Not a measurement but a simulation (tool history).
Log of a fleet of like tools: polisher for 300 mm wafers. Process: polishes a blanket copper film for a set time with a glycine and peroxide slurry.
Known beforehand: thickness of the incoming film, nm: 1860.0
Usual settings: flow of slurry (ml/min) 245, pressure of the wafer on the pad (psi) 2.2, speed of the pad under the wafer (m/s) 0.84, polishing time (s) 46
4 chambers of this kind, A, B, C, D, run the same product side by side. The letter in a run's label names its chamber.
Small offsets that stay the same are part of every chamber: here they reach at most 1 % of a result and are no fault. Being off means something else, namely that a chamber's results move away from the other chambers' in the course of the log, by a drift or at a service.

run   hour  flow of slurry (ml/min)  pressure of the wafer on the pad (psi)  speed of the pad under the wafer (m/s)  polishing time (s)  film removed (nm)
 1D    9.0                      245                                     2.2                                    0.84                  46             184.17
 2B   20.9                      245                                     2.2                                    0.84                  46             180.43
      23.4  -- chamber D: worn pad replaced by a new one
 3A   27.5                      245                                     2.2                                    0.84                  46             183.90
      30.1  -- chamber C: head pressure recalibrated
 4C   37.8                      245                                     2.2                                    0.84                  46             183.25
 5C   49.6                      245                                     2.2                                    0.84                  46             180.07
      53.6  -- chamber C: slurry nozzle cleaned
      54.2  -- chamber C: worn pad replaced by a new one
 6B   60.4                      245                                     1.7                                    0.84                  36             116.44
 7D   69.1                      245                                     1.7                                    0.84                  36             116.78
 8A   79.0                      245                                     1.7                                    0.84                  36             120.01
      80.3  -- chamber B: worn pad replaced by a new one
      82.4  -- chamber A: worn pad replaced by a new one
 9B   90.5                      245                                     1.7                                    0.84                  36             118.81
10A   98.4                      245                                     2.2                                    0.84                  46             184.51
11D  110.4                      245                                     2.2                                    0.84                  46             180.31
     113.4  -- chamber C: worn pad replaced by a new one
12C  120.9                      245                                     2.2                                    0.84                  46             180.06
13C  128.7                      245                                     2.2                                    0.84                  46             182.05
     129.8  -- chamber D: worn pad replaced by a new one
14A  134.5                      245                                     2.2                                    0.84                  46             179.75
15B  140.0                      245                                     2.2                                    0.84                  46             182.23
16D  147.8                      245                                     2.2                                    0.84                  46             183.08
     148.2  -- chamber B: head pressure recalibrated
17C  158.9                      245                                     2.2                                    0.84                  46             183.20
     165.5  -- chamber D: head pressure recalibrated
18B  170.2                      245                                     2.2                                    0.84                  46             163.41
19D  179.8                      245                                     2.2                                    0.84                  46             181.70
20A  186.3                      245                                     2.2                                    0.84                  46             184.80
     190.4  -- chamber C: worn pad replaced by a new one
21A  193.8                      245                                     2.2                                    0.84                  46             182.65
     199.1  -- chamber A: worn pad replaced by a new one
22B  205.3                      245                                     2.2                                    0.84                  46             164.97
     211.7  -- chamber B: worn pad replaced by a new one
23C  216.3                      245                                     2.2                                    0.84                  46             183.55
24D  227.0                      245                                     2.2                                    0.64                  46             149.10
25A  236.6                      245                                     2.2                                    0.64                  46             151.01
26D  245.3                      245                                     2.2                                    0.64                  46             146.13
     247.5  -- chamber C: worn pad replaced by a new one
     252.0  -- chamber C: slurry nozzle cleaned
     256.6  -- chamber D: worn pad replaced by a new one
27B  258.1                      245                                     2.2                                    0.64                  46             136.21
28C  270.8                      245                                     2.2                                    0.84                  46             185.77
29A  282.6                      245                                     2.2                                    0.84                  46             180.15
30C  293.0                      245                                     2.2                                    0.84                  46             183.08
31D  302.5                      245                                     2.2                                    0.84                  46             182.59
     306.5  -- chamber C: worn pad replaced by a new one
32B  312.2                      245                                     2.2                                    0.84                  46             163.13
     313.8  -- chamber C: head pressure recalibrated
33A  323.4                      245                                     2.2                                    0.66                  52             174.19
34C  335.2                      245                                     2.2                                    0.66                  52             170.91

Has any chamber moved away from the others, gradually or after a service, or does the common gauge drift, or do the chambers differ only by their own small steady offsets? State the chamber and the most likely cause if one applies.

A service left chamber B off against the others.
Cause: head's pressure below its setpoint, % = 11.6.

Here are 4 candidates for chamber B's next run, each the usual settings with a change, their results left as question marks. Which one brings its results back in line with what the others give on the usual settings?
In line means no further than this from the other chambers' mean on the usual settings: film removed (nm) 7.20
35B-1  344.4                      245                                     2.2                                    0.84                  45                  ?
35B-2  344.4                      240                                     2.2                                    0.72                  46                  ?
35B-3  344.4                      245                                     2.2                                    0.86                  46                  ?
35B-4  344.4                      245                                     2.2                                    0.84                  51                  ?

The other chambers' mean on the usual settings: film removed (nm) 181.26
  run  film removed (nm)
35B-1             160.22
35B-2             146.39
35B-3             166.62
35B-4             181.58
35B-4 brings the chamber back in line.
